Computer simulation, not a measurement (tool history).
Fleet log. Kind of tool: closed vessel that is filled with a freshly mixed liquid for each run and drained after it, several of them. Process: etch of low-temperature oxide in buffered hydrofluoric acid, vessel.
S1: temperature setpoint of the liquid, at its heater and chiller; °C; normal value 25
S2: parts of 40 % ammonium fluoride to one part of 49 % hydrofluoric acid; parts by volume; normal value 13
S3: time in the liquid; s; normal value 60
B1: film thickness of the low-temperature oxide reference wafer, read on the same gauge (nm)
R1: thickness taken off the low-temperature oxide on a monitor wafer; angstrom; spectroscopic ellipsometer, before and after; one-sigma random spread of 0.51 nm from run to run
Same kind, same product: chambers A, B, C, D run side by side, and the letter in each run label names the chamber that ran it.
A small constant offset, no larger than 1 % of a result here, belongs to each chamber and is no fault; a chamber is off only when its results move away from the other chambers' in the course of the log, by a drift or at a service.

{"run": "1B", "hour": 7.2, "S1": 25, "S2": 13, "S3": 60, "B1": 90.014, "R1": 994.11}
{"run": "2C", "hour": 18.3, "S1": 25, "S2": 13, "S3": 60, "B1": 90.023, "R1": 995.18}
{"run": "3D", "hour": 26.5, "S1": 25, "S2": 13, "S3": 60, "B1": 89.993, "R1": 961.88}
{"run": "4A", "hour": 38.2, "S1": 25, "S2": 13, "S3": 60, "B1": 89.984, "R1": 972.55}
{"run": "5A", "hour": 46.7, "S1": 25, "S2": 13, "S3": 60, "B1": 89.989, "R1": 975.39}
{"run": "6D", "hour": 54.9, "S1": 25, "S2": 13, "S3": 60, "B1": 89.993, "R1": 971.8}
{"run": "7B", "hour": 64.2, "S1": 25, "S2": 13, "S3": 60, "B1": 90.009, "R1": 993.66}
{"run": "8C", "hour": 76.7, "S1": 22.5, "S2": 16.5, "S3": 60, "B1": 90.019, "R1": 679.07}
{"run": "9A", "hour": 87.2, "S1": 22.5, "S2": 16.5, "S3": 60, "B1": 89.965, "R1": 670.79}
{"hour": 87.5, "done": "chamber B: hydrofluoric acid flow meter replaced"}
{"run": "10B", "hour": 98.0, "S1": 22.5, "S2": 16.5, "S3": 60, "B1": 89.993, "R1": 683.26}
{"run": "11C", "hour": 107.9, "S1": 22.5, "S2": 16.5, "S3": 60, "B1": 90.023, "R1": 698.44}
{"run": "12D", "hour": 116.6, "S1": 25, "S2": 13, "S3": 60, "B1": 90.012, "R1": 964.57}
{"run": "13C", "hour": 123.5, "S1": 25, "S2": 13, "S3": 60, "B1": 90.004, "R1": 1016.5}
{"run": "14B", "hour": 133.0, "S1": 25, "S2": 13, "S3": 60, "B1": 90.021, "R1": 993.54}
{"run": "15D", "hour": 146.4, "S1": 23.5, "S2": 15.5, "S3": 60, "B1": 89.999, "R1": 753}
{"run": "16A", "hour": 153.7, "S1": 23.5, "S2": 15.5, "S3": 60, "B1": 89.986, "R1": 752.56}
{"run": "17C", "hour": 165.5, "S1": 23.5, "S2": 15.5, "S3": 60, "B1": 90.016, "R1": 805.38}
{"run": "18B", "hour": 171.8, "S1": 23.5, "S2": 15.5, "S3": 60, "B1": 89.963, "R1": 768.36}
{"run": "19D", "hour": 178.6, "S1": 25, "S2": 13, "S3": 60, "B1": 90.028, "R1": 970.58}
{"hour": 180.0, "done": "chamber D: hydrofluoric acid flow meter replaced"}
{"run": "20A", "hour": 189.4, "S1": 25, "S2": 13, "S3": 60, "B1": 89.999, "R1": 968.64}
{"run": "21B", "hour": 196.6, "S1": 25, "S2": 13, "S3": 60, "B1": 89.934, "R1": 991.68}
{"run": "22D", "hour": 206.3, "S1": 25, "S2": 13, "S3": 60, "B1": 90.011, "R1": 975.44}
{"run": "23A", "hour": 213.3, "S1": 25, "S2": 13, "S3": 60, "B1": 89.976, "R1": 985.32}
{"run": "24C", "hour": 226.5, "S1": 25, "S2": 13, "S3": 60, "B1": 90.005, "R1": 1049.8}
{"run": "25D", "hour": 233.8, "S1": 25, "S2": 13, "S3": 60, "B1": 89.978, "R1": 968.9}
{"run": "26C", "hour": 244.2, "S1": 25, "S2": 13, "S3": 60, "B1": 89.995, "R1": 1054.3}
{"run": "27B", "hour": 255.9, "S1": 25, "S2": 13, "S3": 60, "B1": 89.995, "R1": 989.73}
{"run": "28A", "hour": 264.0, "S1": 25, "S2": 13, "S3": 60, "B1": 89.991, "R1": 974.36}

For the next run the whole fleet of 4 chambers uses the same settings. Give each chamber's results:
{"run": "29A", "hour": 274.2, "S1": 20.5, "S2": 13, "S3": 60, "R1": "?"}
{"run": "29B", "hour": 274.2, "S1": 20.5, "S2": 13, "S3": 60, "R1": "?"}
{"run": "29C", "hour": 274.2, "S1": 20.5, "S2": 13, "S3": 60, "R1": "?"}
{"run": "29D", "hour": 274.2, "S1": 20.5, "S2": 13, "S3": 60, "R1": "?"}

run=29A R1=762.97
run=29B R1=778.96
run=29C R1=829.14
run=29D R1=763.48
